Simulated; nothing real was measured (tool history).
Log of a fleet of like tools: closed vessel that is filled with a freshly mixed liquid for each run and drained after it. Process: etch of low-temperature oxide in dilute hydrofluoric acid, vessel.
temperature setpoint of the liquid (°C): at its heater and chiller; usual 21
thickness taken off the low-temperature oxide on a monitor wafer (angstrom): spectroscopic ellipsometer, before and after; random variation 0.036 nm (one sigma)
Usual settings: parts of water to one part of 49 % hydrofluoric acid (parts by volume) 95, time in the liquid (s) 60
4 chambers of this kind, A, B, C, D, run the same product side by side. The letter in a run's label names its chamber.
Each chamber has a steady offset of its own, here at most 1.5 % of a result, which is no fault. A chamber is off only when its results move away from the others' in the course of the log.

run	hour	temperature setpoint of the liquid (°C)	parts of water to one part of 49 % hydrofluoric acid (parts by volume)	time in the liquid (s)	read-back film thickness of the low-temperature oxide reference wafer, read on the same gauge (nm)	thickness taken off the low-temperature oxide on a monitor wafer (angstrom)
1B	11.6	21	95	60	79.989	90.683
2C	19.6	21	95	60	79.988	87.978
3A	29.4	21	95	60	79.992	89.703
4D	39.5	21	95	60	80.01	90.094
5C	47.2	21	95	60	80.008	88.325
6B	56.3	21	95	60	79.974	90.492
7A	63.2	21	95	60	80.014	89.66
# hour 68.7: chamber C: hydrofluoric acid flow meter replaced
8D	71	21	60	45	80.024	111.79
9B	81.8	21	60	45	79.977	110.67
10D	87.6	21	60	45	79.992	112.45
# hour 88.5: chamber B: thermometer replaced
11A	96.9	21	60	45	80.012	111.13
12C	105.4	21	95	60	79.979	87.968
13C	114.2	21	95	60	80	87.962
14B	121.7	21	125	80	80	88.559
15D	128.4	21	125	80	80.027	87.412
16A	136.9	21	125	80	79.984	87.72
17C	143.9	21	125	80	79.998	86.869
18B	154	21	95	60	79.989	90.144
19D	159.2	21	95	60	80.011	89.966
20A	167	21	95	60	79.994	89.796
21B	175.6	21	95	60	80.028	89.684
22A	187	21	95	60	80.009	89.635
23D	192.6	21	95	60	80.018	89.539
24C	200.9	21	95	60	79.987	88.535
25B	207.4	21	95	60	80.014	90.347
26C	213	21	95	60	79.988	88.562
27D	223.9	21	95	60	80.005	89.373
28A	234.2	21	95	60	80.012	89.554
29A	241.8	21	95	35	79.989	52.262
30C	252.9	21	95	35	80.015	51.698
31B	262.4	21	95	35	79.998	52.851
32D	270.4	21	95	35	79.997	52.147
33C	278.3	21	95	60	79.983	88.415
34D	287.1	21	95	60	79.997	90.448
35B	294.9	21	95	60	80.001	89.824
36A	300.2	21	95	60	80.002	89.313
37C	311.7	21	95	60	80	88.201
38A	323.3	21	95	60	80.024	90.043

All 4 chambers run these settings next. Forecast each chamber's results:
39A	331.7	21	95	60		?
39B	331.7	21	95	60		?
39C	331.7	21	95	60		?
39D	331.7	21	95	60		?

run	thickness taken off the low-temperature oxide on a monitor wafer (angstrom)
39A	89.133
39B	90.141
39C	88.546
39D	89.661
